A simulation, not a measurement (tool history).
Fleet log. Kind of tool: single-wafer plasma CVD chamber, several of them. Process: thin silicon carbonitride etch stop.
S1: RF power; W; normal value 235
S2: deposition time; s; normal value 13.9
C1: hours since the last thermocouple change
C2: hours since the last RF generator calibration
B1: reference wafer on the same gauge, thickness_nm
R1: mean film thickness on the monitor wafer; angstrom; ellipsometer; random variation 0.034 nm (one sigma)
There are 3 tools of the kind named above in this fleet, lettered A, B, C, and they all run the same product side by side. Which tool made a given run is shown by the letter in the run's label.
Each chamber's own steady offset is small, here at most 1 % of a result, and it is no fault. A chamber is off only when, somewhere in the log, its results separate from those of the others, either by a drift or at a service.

run	hour	S1	S2	C1	C2	B1	R1
1C	7.0	235	13.9	2246.9	303.3	7.5658	83.152
2A	15.9	235	13.9	411.9	202.1	7.5700	83.210
3B	21.3	235	13.9	979.3	753.0	7.5744	82.873
4B	28.2	235	13.9	986.2	759.9	7.5839	83.326
5C	36.2	235	13.9	2276.1	332.5	7.5701	83.437
6A	43.8	235	13.9	439.8	230.0	7.5728	83.832
7A	50.4	235	13.9	446.4	236.6	7.5649	84.487
8B	56.8	280	13.9	1014.8	788.5	7.5742	87.496
9C	63.9	280	13.9	2303.8	360.2	7.5588	88.269
10B	70.8	280	13.9	1028.8	802.5	7.5628	87.380
11C	79.1	235	13.9	2319.0	375.4	7.5738	83.330
12A	85.7	235	13.9	481.7	271.9	7.5756	83.794
13C	90.3	235	13.9	2330.2	386.6	7.5718	83.576
14A	94.6	205	16.2	490.6	280.8	7.5666	93.461
15B	98.9	205	16.2	1056.9	830.6	7.5641	92.380
16C	106.1	205	16.2	2346.0	402.4	7.5727	93.761
17B	114.9	235	13.9	1072.9	846.6	7.5716	82.935
18A	120.7	235	13.9	516.7	306.9	7.5674	83.331
19A	125.0	235	13.9	521.0	311.2	7.5759	83.604
20B	132.3	235	13.9	1090.3	864.0	7.5764	83.386
21C	139.0	260	13.9	2378.9	435.3	7.5724	86.074
22C	146.5	260	13.9	2386.4	442.8	7.5651	85.543
23B	153.8	260	13.9	1111.8	885.5	7.5736	85.541
24A	159.2	235	13.9	555.2	345.4	7.5697	83.182
25C	164.7	235	13.9	2404.6	461.0	7.5732	83.322
26A	173.2	235	13.9	569.2	359.4	7.5641	82.986
27B	177.4	235	13.9	1135.4	909.1	7.5618	82.907
28C	184.7	255	12.2	2424.6	481.0	7.5721	75.125
29A	188.9	255	12.2	584.9	375.1	7.5717	75.183
30B	193.0	255	12.2	1151.0	924.7	7.5715	74.762
31C	199.8	235	13.9	2439.7	496.1	7.5659	83.045
32A	208.7	235	13.9	604.7	394.9	7.5622	83.189
33B	217.6	235	13.9	1175.6	949.3	7.5651	83.087
34B	224.5	235	13.9	1182.5	956.2	7.5733	82.969
35A	230.3	235	13.9	626.3	416.5	7.5702	83.655
36C	238.5	235	13.9	2478.4	534.8	7.5710	83.303
37B	244.3	235	13.9	1202.3	976.0	7.5703	82.688
38A	248.4	235	13.9	644.4	434.6	7.5676	83.377

Has any chamber moved away from the others, gradually or after a service, or does the common gauge drift, or do the chambers differ only by their own small steady offsets? State the chamber and the most likely cause if one applies.

No chamber is off and the gauge is stable; the differences are just each chamber's small, constant offset.
